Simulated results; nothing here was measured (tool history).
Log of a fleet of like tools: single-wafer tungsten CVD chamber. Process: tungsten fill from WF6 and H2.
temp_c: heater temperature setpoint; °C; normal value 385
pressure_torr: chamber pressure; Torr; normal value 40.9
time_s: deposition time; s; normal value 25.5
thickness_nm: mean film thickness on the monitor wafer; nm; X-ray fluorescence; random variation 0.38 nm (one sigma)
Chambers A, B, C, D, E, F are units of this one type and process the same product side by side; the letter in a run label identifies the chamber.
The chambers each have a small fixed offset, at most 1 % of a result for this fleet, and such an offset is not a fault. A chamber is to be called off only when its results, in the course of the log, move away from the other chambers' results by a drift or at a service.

run   hour  temp_c  pressure_torr  time_s  hours since the last thermocouple change  hours since the last manometer calibration  read-back reference wafer on the same gauge, thickness_nm  thickness_nm
 1F    8.1     385           40.9    25.5                                     839.0                                       795.2                                                     51.568        65.178
 2B   18.8     385           40.9    25.5                                    2967.4                                       680.3                                                     51.474        64.735
 3E   29.3     385           40.9    25.5                                    2010.5                                      1065.3                                                     51.483        64.633
 4D   40.1     385           40.9    25.5                                     635.5                                      1910.9                                                     51.564        65.134
 5C   53.5     385           40.9    25.5                                     805.8                                       980.0                                                     51.504        64.051
 6A   67.3     385           40.9    25.5                                     891.9                                       322.3                                                     51.431        65.210
 7F   77.8     385           40.9    25.5                                     908.7                                       864.9                                                     51.538        64.799
 8D   85.8     379           33.7    25.5                                     681.2                                      1956.6                                                     51.526        52.430
 9E   95.4     379           33.7    25.5                                    2076.6                                      1131.4                                                     51.517        51.931
10C  109.1     379           33.7    25.5                                     861.4                                      1035.6                                                     51.507        51.494
11B  117.4     379           33.7    25.5                                    3066.0                                       778.9                                                     51.530        52.740
12A  127.0     379           33.7    25.5                                     951.6                                       382.0                                                     51.526        52.268
13B  137.0     379           33.7    25.5                                    3085.6                                       798.5                                                     51.504        52.024
14F  151.0     385           40.9    25.5                                     981.9                                       938.1                                                     51.485        65.351
15E  164.5     385           40.9    25.5                                    2145.7                                      1200.5                                                     51.495        64.591
16D  177.7     385           40.9    25.5                                     773.1                                      2048.5                                                     51.471        65.550
17A  186.3     385           31.2    23.8                                    1010.9                                       441.3                                                     51.496        53.644
18C  197.0     385           31.2    23.8                                     949.3                                      1123.5                                                     51.436        52.629
19B  208.9     385           31.2    23.8                                    3157.5                                       870.4                                                     51.472        52.786
20C  216.6     385           31.2    23.8                                     968.9                                      1143.1                                                     51.488        52.321
21F  223.7     385           31.2    23.8                                    1054.6                                      1010.8                                                     51.569        52.591
22E  237.3     385           31.2    23.8                                    2218.5                                      1273.3                                                     51.506        53.151
     246.6  -- chamber B: thermocouple changed; heater temperature recalibrated
23A  247.3     385           40.9    25.5                                    1071.9                                       502.3                                                     51.436        64.949
24D  259.4     385           40.9    25.5                                     854.8                                      2130.2                                                     51.506        64.914
25F  274.0     385           40.9    25.5                                    1104.9                                      1061.1                                                     51.505        64.883
26A  288.5     385           40.9    25.5                                    1113.1                                       543.5                                                     51.471        65.148
27C  299.2     385           40.9    25.5                                    1051.5                                      1225.7                                                     51.490        63.230
28E  307.4     385           40.9    25.5                                    2288.6                                      1343.4                                                     51.506        64.367
29B  318.3     385           44.8    25.5                                      71.7                                       979.8                                                     51.488        62.780
     318.5  -- chamber C: capacitance manometer re-zeroed and calibrated
30D  328.5     385           44.8    25.5                                     923.9                                      2199.3                                                     51.490        67.624
31E  338.2     385           44.8    25.5                                    2319.4                                      1374.2                                                     51.504        67.047
32F  351.9     385           44.8    25.5                                    1182.8                                      1139.0                                                     51.576        67.766
33C  363.1     385           44.8    25.5                                    1115.4                                        44.6                                                     51.499        66.329
34A  371.3     385           44.8    25.5                                    1195.9                                       626.3                                                     51.504        67.138
35B  380.6     385           40.9    25.5                                     134.0                                      1042.1                                                     51.550        59.738
36D  394.4     385           40.9    25.5                                     989.8                                      2265.2                                                     51.417        64.350
37A  407.2     385           40.9    25.5                                    1231.8                                       662.2                                                     51.448        64.335
38D  417.4     385           40.9    25.5                                    1012.8                                      2288.2                                                     51.512        64.822
39C  427.2     385           40.9    25.5                                    1179.5                                       108.7                                                     51.521        63.644
40E  437.1     385           40.9    25.5                                    2418.3                                      1473.1                                                     51.439        63.938
41B  450.2     385           50.8    25.5                                     203.6                                      1111.7                                                     51.488        65.822
42F  458.2     385           50.8    25.5                                    1289.1                                      1245.3                                                     51.465        71.514
43A  467.7     385           50.8    25.5                                    1292.3                                       722.7                                                     51.506        70.534
     477.5  -- chamber D: capacitance manometer re-zeroed and calibrated
44D  481.1     385           50.8    25.5                                    1076.5                                         3.6                                                     51.494        71.399

Has any chamber moved away from the others, gradually or after a service, or does the common gauge drift, or do the chambers differ only by their own small steady offsets? State the chamber and the most likely cause if one applies.

A service left chamber B off against the others.
Likeliest cause: wafer temperature below the value expected at the setpoint (K) = 4.08.

Below are 4 candidate recipes for chamber B's next run, each the usual settings with a change, their results shown as question marks. Which of them brings B's results back in line with what the other chambers give on the usual settings?
Maximum distance from the other chambers' mean on the usual settings for a result to count as in line: thickness_nm 1.300 nm
45B-1  491.6     385           39.1    23.9                                                                                                                                                              ?
45B-2  491.6     385           40.9    27.6                                                                                                                                                              ?
45B-3  491.6     385           40.9    26.7                                                                                                                                                              ?
45B-4  491.6     383           40.9    25.2                                                                                                                                                              ?

The mean the other chambers reach with the usual settings: thickness_nm 64.577 nm
  run  thickness_nm
45B-1        54.464
45B-2        64.256
45B-3        62.152
45B-4        56.278
Change 45B-2 lands the chamber within the allowed miss of the other chambers.

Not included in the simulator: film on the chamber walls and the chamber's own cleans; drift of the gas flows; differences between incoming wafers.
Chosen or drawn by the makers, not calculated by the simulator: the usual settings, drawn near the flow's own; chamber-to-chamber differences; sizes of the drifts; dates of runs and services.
